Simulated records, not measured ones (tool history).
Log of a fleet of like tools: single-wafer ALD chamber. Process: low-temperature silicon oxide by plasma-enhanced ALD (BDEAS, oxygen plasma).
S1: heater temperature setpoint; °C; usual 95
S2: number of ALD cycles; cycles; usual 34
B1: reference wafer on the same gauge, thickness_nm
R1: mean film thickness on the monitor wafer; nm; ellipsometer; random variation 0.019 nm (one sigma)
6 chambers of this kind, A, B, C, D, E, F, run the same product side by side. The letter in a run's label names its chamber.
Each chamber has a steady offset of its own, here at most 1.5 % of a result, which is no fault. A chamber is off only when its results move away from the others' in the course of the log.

run	day	S1	S2	B1	R1
1C	0.279	95	34	5.3809	4.9344
2B	0.833	95	34	5.3813	4.9722
3D	1.246	95	34	5.3839	4.9076
4E	1.504	95	34	5.3814	4.9218
5A	2.058	95	34	5.3785	4.9302
# day 2.129: chamber C: thermocouple changed; heater temperature recalibrated
6F	2.604	95	34	5.3795	4.8994
7C	3.000	109	29	5.3802	4.0406
8B	3.492	109	29	5.3781	4.1051
9D	3.933	109	29	5.3824	4.0241
10F	4.292	109	29	5.3858	4.0329
11E	4.662	109	29	5.3816	4.0393
12A	5.046	109	29	5.3814	4.0700
13C	5.562	95	34	5.3809	4.9119
14B	5.892	95	34	5.3798	5.0019
15F	6.304	95	34	5.3802	4.9313
16A	6.712	95	34	5.3773	4.9251
17E	7.192	95	34	5.3795	4.9314
18D	7.621	87	34	5.3800	5.0154
19A	8.050	87	34	5.3839	5.0634
# day 8.633: chamber D: thermocouple changed; heater temperature recalibrated
20E	8.646	87	34	5.3799	5.0627
21B	8.908	87	34	5.3806	5.1131
22D	9.288	87	34	5.3756	5.0141
23F	9.671	87	34	5.3757	5.0662
24C	10.158	95	34	5.3788	4.9387
25E	10.467	95	34	5.3759	4.8993
26B	10.888	82	28	5.3830	4.2895
27A	11.400	82	28	5.3835	4.2621
28C	11.783	82	28	5.3795	4.2151
29D	12.292	82	28	5.3802	4.1851
# day 12.371: chamber B: thermocouple changed; heater temperature recalibrated
30F	12.579	82	28	5.3785	4.2128
31D	13.012	82	28	5.3869	4.1966
32B	13.283	95	34	5.3808	4.9874
33F	13.542	95	34	5.3769	4.9018
34C	13.871	95	34	5.3780	4.9183
35E	14.325	95	34	5.3838	4.9078
36A	14.883	95	34	5.3782	4.9190
37F	15.471	95	34	5.3783	4.8919
38D	16.017	95	34	5.3785	4.8828
39A	16.604	90	34	5.3765	5.0237
40C	16.888	90	34	5.3784	4.9559
41E	17.396	90	34	5.3837	5.0063

Next, every chamber runs the same settings. What will each give?
42A	17.825	95	37		?
42B	17.825	95	37		?
42C	17.825	95	37		?
42D	17.825	95	37		?
42E	17.825	95	37		?
42F	17.825	95	37		?

run	R1
42A	5.3810
42B	5.4385
42C	5.3639
42D	5.2621
42E	5.3439
42F	5.3072

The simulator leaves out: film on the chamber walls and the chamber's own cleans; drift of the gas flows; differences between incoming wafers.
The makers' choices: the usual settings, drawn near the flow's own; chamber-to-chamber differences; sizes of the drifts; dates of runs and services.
